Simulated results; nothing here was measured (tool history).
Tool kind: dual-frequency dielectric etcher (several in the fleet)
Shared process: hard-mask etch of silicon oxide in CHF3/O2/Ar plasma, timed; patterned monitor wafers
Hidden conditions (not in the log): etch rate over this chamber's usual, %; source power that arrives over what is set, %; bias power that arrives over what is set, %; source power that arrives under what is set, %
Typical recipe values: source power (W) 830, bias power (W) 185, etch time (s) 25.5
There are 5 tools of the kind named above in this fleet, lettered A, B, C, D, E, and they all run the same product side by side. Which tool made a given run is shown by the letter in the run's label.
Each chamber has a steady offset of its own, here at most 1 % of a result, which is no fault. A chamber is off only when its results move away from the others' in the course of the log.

run	hour	source power (W)	bias power (W)	etch time (s)	hours since the last wet clean	hours since the last source power generator calibration	hours since the last bias power generator calibration	read-back reference wafer on the same gauge, depth_nm	mean etch depth across the wafer (nm)
1D	4.4	830	185	25.5	7.1	502.2	477	50.289	58.188
2C	9	830	185	25.5	455.3	1682.5	2380.8	50.33	57.681
3B	15.2	830	185	25.5	61.3	1460.7	3264.5	50.343	58.029
4E	18.6	830	185	25.5	174.9	2820.9	2220.3	50.298	57.199
5A	23.1	830	185	25.5	297.9	1219.5	425.6	50.332	57.609
6B	29.4	670	185	30	75.5	1474.9	3278.7	50.329	63.005
7D	35	670	185	30	37.7	532.8	507.6	50.352	63.028
8E	41.2	670	185	30	197.5	2843.5	2242.9	50.351	61.964
9C	48	670	185	30	494.3	1721.5	2419.8	50.372	62.701
10A	55.3	670	185	30	330.1	1251.7	457.8	50.371	62.42
11C	60	830	185	25.5	506.3	1733.5	2431.8	50.389	57.885
12A	66.5	830	185	25.5	341.3	1262.9	469	50.378	57.74
13B	71.4	830	185	25.5	117.5	1516.9	3320.7	50.413	58.061
14D	77.9	830	185	25.5	80.6	575.7	550.5	50.408	58.199
15E	84.7	830	225	25.5	241	2887	2286.4	50.424	61.264
16E	89	830	225	25.5	245.3	2891.3	2290.7	50.42	61.085
17A	95.2	830	225	25.5	370	1291.6	497.7	50.445	61.73
18D	101.4	830	225	25.5	104.1	599.2	574	50.469	62.369
19C	107.9	830	225	25.5	554.2	1781.4	2479.7	50.445	61.867
20B	112.2	760	185	22	158.3	1557.7	3361.5	50.46	48.485
21E	116.9	760	185	22	273.2	2919.2	2318.6	50.46	47.77
22B	120.3	760	185	22	166.4	1565.8	3369.6	50.473	48.467
23C	124.3	760	185	22	570.6	1797.8	2496.1	50.482	48.238
24D	129.6	760	185	22	132.3	627.4	602.2	50.505	48.731
25A	135.9	830	141	25.5	410.7	1332.3	538.4	50.497	52.86
26C	140.8	830	141	25.5	587.1	1814.3	2512.6	50.503	53.064
27E	145.9	830	141	25.5	302.2	2948.2	2347.6	50.507	52.65
28D	152.6	830	141	25.5	155.3	650.4	625.2	50.53	53.516
29A	156.8	830	141	25.5	431.6	1353.2	559.3	50.52	52.91
30B	161.7	830	185	25.5	207.8	1607.2	3411	50.512	58.345
31E	167.9	830	185	25.5	324.2	2970.2	2369.6	50.544	57.484
32A	171.2	830	185	25.5	446	1367.6	573.7	50.534	57.872
33C	177.4	830	185	25.5	623.7	1850.9	2549.2	50.538	58.05
34D	182.8	830	185	25.5	185.5	680.6	655.4	50.573	58.423
35B	188.1	830	185	25.5	234.2	1633.6	3437.4	50.574	58.389
36E	192.4	830	185	25.5	348.7	2994.7	2394.1	50.576	57.528

What goes on in this fleet: one chamber off, a drifting gauge, or nothing beyond the chambers' own small offsets? Name the chamber and the cause, if any.

Every chamber seems to shift together because the gauge that measures them all drifts; the chambers themselves are fine.
Most likely cause: gauge reads high (%) = 0.568.
